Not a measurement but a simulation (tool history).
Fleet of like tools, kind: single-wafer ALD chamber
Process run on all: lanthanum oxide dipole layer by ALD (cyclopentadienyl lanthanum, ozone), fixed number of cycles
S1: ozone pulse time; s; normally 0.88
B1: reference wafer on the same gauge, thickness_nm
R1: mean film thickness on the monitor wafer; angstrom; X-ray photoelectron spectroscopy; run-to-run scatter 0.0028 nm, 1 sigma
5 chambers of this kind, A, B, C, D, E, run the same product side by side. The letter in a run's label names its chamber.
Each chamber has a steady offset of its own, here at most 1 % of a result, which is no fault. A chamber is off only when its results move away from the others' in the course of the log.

run,hour,S1,B1,R1
1E,8.3,0.88,0.44865,4.7269
# hour 11.1: chamber C: thermocouple changed; heater temperature recalibrated
2C,14,0.88,0.44853,4.8141
3B,20.9,0.88,0.44932,4.7968
4D,25,0.88,0.44905,4.8111
5A,31.2,0.88,0.44901,4.8338
6C,37.8,0.88,0.44878,4.8567
7B,43.6,0.88,0.44857,4.7548
8A,50.9,0.88,0.44875,4.8508
9E,56.1,1.09,0.4493,5.0741
10D,62.1,1.09,0.44911,5.0932
11D,68.6,1.09,0.44927,5.096
12E,73.4,1.09,0.44934,5.1343
13C,78.3,1.09,0.44926,5.1166
14A,87.4,0.88,0.44839,4.7913
15B,91.8,0.88,0.44892,4.8764
16C,96.8,0.88,0.44891,4.7954
17D,105,0.88,0.4491,4.773
18E,110.7,1.18,0.44926,5.2057
19A,118,1.18,0.44858,5.2453
20B,122.8,1.18,0.44965,5.3259
21D,129,1.18,0.44937,5.2398
22C,137,1.18,0.44946,5.2837
23B,142.6,0.88,0.44914,4.8101
24E,150.7,0.88,0.44862,4.7741
25A,156.2,0.88,0.44917,4.7659
26D,161.5,0.88,0.44871,4.8298
27A,168,0.88,0.44965,4.8071
28E,173.9,0.88,0.44936,4.7518
29C,182.7,0.88,0.44848,4.7986
30B,188.8,0.88,0.44892,4.8153
31B,195.9,0.66,0.44979,4.2656
32C,201.6,0.66,0.44894,4.2646
33E,210.7,0.66,0.44925,4.21
34D,219.9,0.66,0.4488,4.2383
35A,229,0.66,0.44974,4.2699
36D,233.5,0.88,0.44914,4.8606
37C,237.6,0.88,0.44916,4.7695
38E,241.7,0.88,0.44981,4.7471
39B,247.4,0.88,0.44891,4.7846
40A,254.6,0.88,0.44894,4.7745
41E,259.3,1.05,0.44937,5.0107
42A,264.8,1.05,0.44918,5.0416
43D,271.7,1.05,0.44896,5.0869
44B,277.4,1.05,0.44937,5.1274

Decide between three cases: one chamber stands off from its peers, the gauge reading all wafers drifts, or nothing is wrong past each chamber's small offset. Where a chamber is off, say which and what most likely put it there.

Nothing is wrong: each chamber keeps only its own small, steady offset and the gauge holds still.

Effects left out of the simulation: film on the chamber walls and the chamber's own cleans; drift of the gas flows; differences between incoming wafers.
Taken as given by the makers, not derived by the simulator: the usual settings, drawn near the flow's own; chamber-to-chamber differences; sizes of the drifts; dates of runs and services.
